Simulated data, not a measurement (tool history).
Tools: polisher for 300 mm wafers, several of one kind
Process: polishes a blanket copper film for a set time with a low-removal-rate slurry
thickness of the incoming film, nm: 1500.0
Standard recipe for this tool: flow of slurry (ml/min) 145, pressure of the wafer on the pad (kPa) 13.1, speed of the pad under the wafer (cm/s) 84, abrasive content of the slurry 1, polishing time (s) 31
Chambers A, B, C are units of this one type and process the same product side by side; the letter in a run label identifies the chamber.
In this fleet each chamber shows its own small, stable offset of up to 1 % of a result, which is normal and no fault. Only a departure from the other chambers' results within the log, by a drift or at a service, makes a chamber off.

run   hour  flow of slurry (ml/min)  pressure of the wafer on the pad (kPa)  speed of the pad under the wafer (cm/s)  abrasive content of the slurry  polishing time (s)  wafers polished on this pad  hours since the slurry nozzle was cleaned  hours since the head pressure was calibrated  hours since the slurry blender was calibrated  film removed (Å)
 1B   10.1                      145                                    13.1                                       84                               1                  31                          652                                      328.7                                         821.8                                          139.5            515.96
      11.5  -- chamber A: worn pad replaced by a new one
      11.5  -- chamber A: slurry nozzle cleaned
        13  -- chamber C: worn pad replaced by a new one
 2A   21.2                      145                                    13.1                                       84                               1                  31                           92                                        9.8                                         892.7                                          152.9            520.38
 3C     30                      145                                    13.1                                       84                               1                  31                          161                                      419.6                                        1157.4                                          209.6            521.39
 4B   38.9                      145                                    13.1                                       84                               1                  31                          925                                      357.5                                         850.6                                          168.3            525.11
 5A   47.8                      145                                    13.1                                       84                               1                  31                          344                                       36.4                                         919.3                                          179.5            528.87
 6C   56.9                      145                                    13.1                                       84                               1                  31                          416                                      446.5                                        1184.3                                          236.5            522.49
      62.3  -- chamber B: worn pad replaced by a new one
 7A   65.4                      145                                    13.1                                       84                               1                  31                          510                                         54                                         936.9                                          197.1            519.21
      67.1  -- chamber C: head pressure recalibrated
 8C   72.9                      145                                    13.1                                       84                               1                  31                          567                                      462.5                                           5.8                                          252.5            530.37
      78.3  -- chamber B: slurry blender recalibrated
 9B   81.3                      145                                    13.1                                       84                               1                  31                          180                                      399.9                                           893                                            3.1             523.9
10A   90.5                      145                                    13.1                                       84                               1                  31                          748                                       79.1                                           962                                          222.2            534.57
11B   97.6                      145                                    13.1                                       84                             1.1                  31                          335                                      416.2                                         909.3                                           19.4            527.54
12C  104.4                      145                                    13.1                                       84                             1.1                  31                          866                                        494                                          37.3                                            284             531.6
13B    111                      145                                    13.1                                       84                             1.1                  31                          462                                      429.6                                         922.7                                           32.8            530.35
14C  120.5                      145                                    13.1                                       84                               1                  31                         1018                                      510.1                                          53.4                                          300.1            507.59
15A  129.7                      145                                    13.1                                       84                               1                  31                         1120                                      118.3                                        1001.2                                          261.4            523.45
16C  140.4                      185                                    13.1                                       84                             0.9                  31                         1207                                        530                                          73.3                                            320             526.7
       143  -- chamber A: head pressure recalibrated
     147.7  -- chamber A: worn pad replaced by a new one
17A  151.6                      185                                    13.1                                       84                             0.9                  31                           36                                      140.2                                           8.7                                          283.3            545.42
18B  158.9                      185                                    13.1                                       84                             0.9                  31                          916                                      477.5                                         970.6                                           80.7            521.22
     159.9  -- chamber C: worn pad replaced by a new one
     162.9  -- chamber B: worn pad replaced by a new one
19B  167.2                      145                                    13.1                                       84                               1                  31                           41                                      485.8                                         978.9                                             89            523.24
20A  177.3                      145                                    13.1                                       84                               1                  31                          280                                      165.9                                          34.4                                            309            511.67
21C  186.5                      145                                    13.1                                       84                               1                  31                          252                                      576.1                                         119.4                                          366.1            503.57
22B  197.3                      145                                    13.1                                       84                               1                  31                          326                                      515.9                                          1009                                          119.1            519.19
     205.3  -- chamber B: head pressure recalibrated
23C  206.6                      145                                     9.7                                       84                               1                  39                          442                                      596.2                                         139.5                                          386.2            470.82
24A  216.3                      145                                     9.7                                       84                               1                  39                          649                                      204.9                                          73.4                                            348            478.27
25B    223                      145                                     9.7                                       84                               1                  39                          569                                      541.6                                          17.7                                          144.8            488.02
26C  230.3                      145                                    13.1                                       84                               1                  31                          667                                      619.9                                         163.2                                          409.9            490.52
27A  236.9                      145                                    13.1                                       84                               1                  31                          845                                      225.5                                            94                                          368.6            522.94
28B    246                      145                                    13.1                                       84                               1                  31                          787                                      564.6                                          40.7                                          167.8            520.42
29C  255.2                      145                                    13.1                                       84                               1                  31                          903                                      644.8                                         188.1                                          434.8            474.27
30A  264.2                      145                                    13.1                                       84                               1                  31                         1103                                      252.8                                         121.3                                          395.9            515.68
31B  271.7                      145                                    13.1                                       84                               1                  31                         1031                                      590.3                                          66.4                                          193.5            531.38

All 3 chambers run these settings next. Forecast each chamber's results:
32A   280                      145                                    13.1                                       84                               1                  31                                                                                                                                                                                      ?
32B   280                      145                                    13.1                                       84                               1                  31                                                                                                                                                                                      ?
32C   280                      145                                    13.1                                       84                               1                  31                                                                                                                                                                                      ?

run  film removed (Å)
32A            512.58
32B            525.87
32C            486.35
